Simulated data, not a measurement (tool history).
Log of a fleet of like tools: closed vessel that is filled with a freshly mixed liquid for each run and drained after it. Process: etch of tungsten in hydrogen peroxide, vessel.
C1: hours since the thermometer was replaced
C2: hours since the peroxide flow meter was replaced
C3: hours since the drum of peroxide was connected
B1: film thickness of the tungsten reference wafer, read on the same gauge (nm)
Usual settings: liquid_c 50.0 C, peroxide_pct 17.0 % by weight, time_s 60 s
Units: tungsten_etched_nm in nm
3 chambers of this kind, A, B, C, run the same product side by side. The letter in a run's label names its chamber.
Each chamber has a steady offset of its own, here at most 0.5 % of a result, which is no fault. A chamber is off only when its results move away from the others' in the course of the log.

-- hour=6.2 chamber B: thermometer replaced
run 1B hour=14.6 | liquid_c=50.0 peroxide_pct=17.0 time_s=60 | C1=8.5 C2=478.9 C3=247.1 | B1=99.996 | tungsten_etched_nm=66.278
run 2A hour=27.0 | liquid_c=50.0 peroxide_pct=17.0 time_s=60 | C1=1478.8 C2=1770.2 C3=83.9 | B1=99.981 | tungsten_etched_nm=66.439
run 3C hour=37.3 | liquid_c=50.0 peroxide_pct=17.0 time_s=60 | C1=945.0 C2=535.7 C3=636.8 | B1=100.020 | tungsten_etched_nm=66.411
run 4C hour=53.0 | liquid_c=50.0 peroxide_pct=17.0 time_s=60 | C1=960.7 C2=551.4 C3=652.5 | B1=99.995 | tungsten_etched_nm=66.316
run 5B hour=69.0 | liquid_c=43.0 peroxide_pct=13.0 time_s=60 | C1=62.9 C2=533.3 C3=301.5 | B1=100.010 | tungsten_etched_nm=37.750
run 6A hour=77.0 | liquid_c=43.0 peroxide_pct=13.0 time_s=60 | C1=1528.8 C2=1820.2 C3=133.9 | B1=100.020 | tungsten_etched_nm=37.325
run 7A hour=84.1 | liquid_c=43.0 peroxide_pct=13.0 time_s=60 | C1=1535.9 C2=1827.3 C3=141.0 | B1=100.030 | tungsten_etched_nm=37.060
run 8C hour=96.2 | liquid_c=50.0 peroxide_pct=21.0 time_s=70 | C1=1003.9 C2=594.6 C3=695.7 | B1=99.973 | tungsten_etched_nm=86.435
run 9B hour=109.6 | liquid_c=50.0 peroxide_pct=21.0 time_s=70 | C1=103.5 C2=573.9 C3=342.1 | B1=99.963 | tungsten_etched_nm=85.836
run 10C hour=122.4 | liquid_c=50.0 peroxide_pct=21.0 time_s=70 | C1=1030.1 C2=620.8 C3=721.9 | B1=100.030 | tungsten_etched_nm=86.731
run 11A hour=135.1 | liquid_c=57.5 peroxide_pct=17.0 time_s=60 | C1=1586.9 C2=1878.3 C3=192.0 | B1=100.020 | tungsten_etched_nm=102.760
run 12B hour=148.7 | liquid_c=57.5 peroxide_pct=17.0 time_s=60 | C1=142.6 C2=613.0 C3=381.2 | B1=99.982 | tungsten_etched_nm=104.170
run 13C hour=158.1 | liquid_c=57.5 peroxide_pct=17.0 time_s=60 | C1=1065.8 C2=656.5 C3=757.6 | B1=99.985 | tungsten_etched_nm=104.490
run 14A hour=172.0 | liquid_c=50.0 peroxide_pct=17.0 time_s=60 | C1=1623.8 C2=1915.2 C3=228.9 | B1=100.000 | tungsten_etched_nm=65.716
run 15B hour=179.6 | liquid_c=50.0 peroxide_pct=17.0 time_s=60 | C1=173.5 C2=643.9 C3=412.1 | B1=99.980 | tungsten_etched_nm=65.950
run 16B hour=192.2 | liquid_c=50.0 peroxide_pct=17.0 time_s=60 | C1=186.1 C2=656.5 C3=424.7 | B1=99.948 | tungsten_etched_nm=66.602
run 17C hour=202.8 | liquid_c=50.0 peroxide_pct=17.0 time_s=60 | C1=1110.5 C2=701.2 C3=802.3 | B1=100.000 | tungsten_etched_nm=67.264
run 18A hour=212.8 | liquid_c=42.0 peroxide_pct=17.0 time_s=60 | C1=1664.6 C2=1956.0 C3=269.7 | B1=100.030 | tungsten_etched_nm=40.264
run 19B hour=226.2 | liquid_c=42.0 peroxide_pct=17.0 time_s=60 | C1=220.1 C2=690.5 C3=458.7 | B1=100.000 | tungsten_etched_nm=40.507
run 20C hour=241.8 | liquid_c=42.0 peroxide_pct=17.0 time_s=60 | C1=1149.5 C2=740.2 C3=841.3 | B1=100.020 | tungsten_etched_nm=41.643
-- hour=248.6 chamber A: peroxide flow meter replaced
run 21A hour=252.4 | liquid_c=50.0 peroxide_pct=17.0 time_s=60 | C1=1704.2 C2=3.8 C3=309.3 | B1=99.994 | tungsten_etched_nm=65.545
run 22A hour=261.9 | liquid_c=46.0 peroxide_pct=13.5 time_s=60 | C1=1713.7 C2=13.3 C3=318.8 | B1=100.020 | tungsten_etched_nm=45.732
run 23C hour=269.8 | liquid_c=46.0 peroxide_pct=13.5 time_s=60 | C1=1177.5 C2=768.2 C3=869.3 | B1=99.993 | tungsten_etched_nm=47.922
run 24B hour=281.3 | liquid_c=46.0 peroxide_pct=13.5 time_s=60 | C1=275.2 C2=745.6 C3=513.8 | B1=100.000 | tungsten_etched_nm=46.365
run 25A hour=293.1 | liquid_c=50.0 peroxide_pct=17.0 time_s=60 | C1=1744.9 C2=44.5 C3=350.0 | B1=99.985 | tungsten_etched_nm=66.425
-- hour=304.2 chamber A: new drum of peroxide connected
run 26B hour=307.3 | liquid_c=50.0 peroxide_pct=17.0 time_s=60 | C1=301.2 C2=771.6 C3=539.8 | B1=100.000 | tungsten_etched_nm=66.047
run 27C hour=318.6 | liquid_c=50.0 peroxide_pct=17.0 time_s=60 | C1=1226.3 C2=817.0 C3=918.1 | B1=99.975 | tungsten_etched_nm=69.542
run 28A hour=326.4 | liquid_c=50.0 peroxide_pct=17.0 time_s=60 | C1=1778.2 C2=77.8 C3=22.3 | B1=100.030 | tungsten_etched_nm=66.530
run 29C hour=333.6 | liquid_c=55.5 peroxide_pct=14.5 time_s=60 | C1=1241.3 C2=832.0 C3=933.1 | B1=100.010 | tungsten_etched_nm=89.585
run 30B hour=341.5 | liquid_c=55.5 peroxide_pct=14.5 time_s=60 | C1=335.4 C2=805.8 C3=574.0 | B1=100.010 | tungsten_etched_nm=84.740
run 31B hour=349.6 | liquid_c=55.5 peroxide_pct=14.5 time_s=60 | C1=343.5 C2=813.9 C3=582.1 | B1=99.962 | tungsten_etched_nm=83.668
run 32A hour=363.8 | liquid_c=50.0 peroxide_pct=17.0 time_s=60 | C1=1815.6 C2=115.2 C3=59.7 | B1=99.945 | tungsten_etched_nm=65.678
run 33C hour=377.8 | liquid_c=50.0 peroxide_pct=17.0 time_s=60 | C1=1285.5 C2=876.2 C3=977.3 | B1=100.020 | tungsten_etched_nm=71.622
run 34C hour=392.3 | liquid_c=42.0 peroxide_pct=19.0 time_s=60 | C1=1300.0 C2=890.7 C3=991.8 | B1=100.010 | tungsten_etched_nm=46.277
run 35B hour=407.1 | liquid_c=42.0 peroxide_pct=19.0 time_s=60 | C1=401.0 C2=871.4 C3=639.6 | B1=100.010 | tungsten_etched_nm=42.726
run 36A hour=418.4 | liquid_c=42.0 peroxide_pct=19.0 time_s=60 | C1=1870.2 C2=169.8 C3=114.3 | B1=100.030 | tungsten_etched_nm=42.055
run 37B hour=427.5 | liquid_c=50.0 peroxide_pct=17.0 time_s=60 | C1=421.4 C2=891.8 C3=660.0 | B1=100.030 | tungsten_etched_nm=66.836
run 38C hour=437.3 | liquid_c=50.0 peroxide_pct=17.0 time_s=60 | C1=1345.0 C2=935.7 C3=1036.8 | B1=99.958 | tungsten_etched_nm=72.537
run 39A hour=451.4 | liquid_c=50.0 peroxide_pct=17.0 time_s=60 | C1=1903.2 C2=202.8 C3=147.3 | B1=99.978 | tungsten_etched_nm=66.167
run 40A hour=458.5 | liquid_c=50.0 peroxide_pct=17.0 time_s=60 | C1=1910.3 C2=209.9 C3=154.4 | B1=99.982 | tungsten_etched_nm=66.672

Next, every chamber runs the same settings. What will each give?
run 41A hour=470.0 | liquid_c=50.0 peroxide_pct=17.0 time_s=80 | tungsten_etched_nm=?
run 41B hour=470.0 | liquid_c=50.0 peroxide_pct=17.0 time_s=80 | tungsten_etched_nm=?
run 41C hour=470.0 | liquid_c=50.0 peroxide_pct=17.0 time_s=80 | tungsten_etched_nm=?

run=41A tungsten_etched_nm=88.194
run=41B tungsten_etched_nm=87.595
run=41C tungsten_etched_nm=98.339

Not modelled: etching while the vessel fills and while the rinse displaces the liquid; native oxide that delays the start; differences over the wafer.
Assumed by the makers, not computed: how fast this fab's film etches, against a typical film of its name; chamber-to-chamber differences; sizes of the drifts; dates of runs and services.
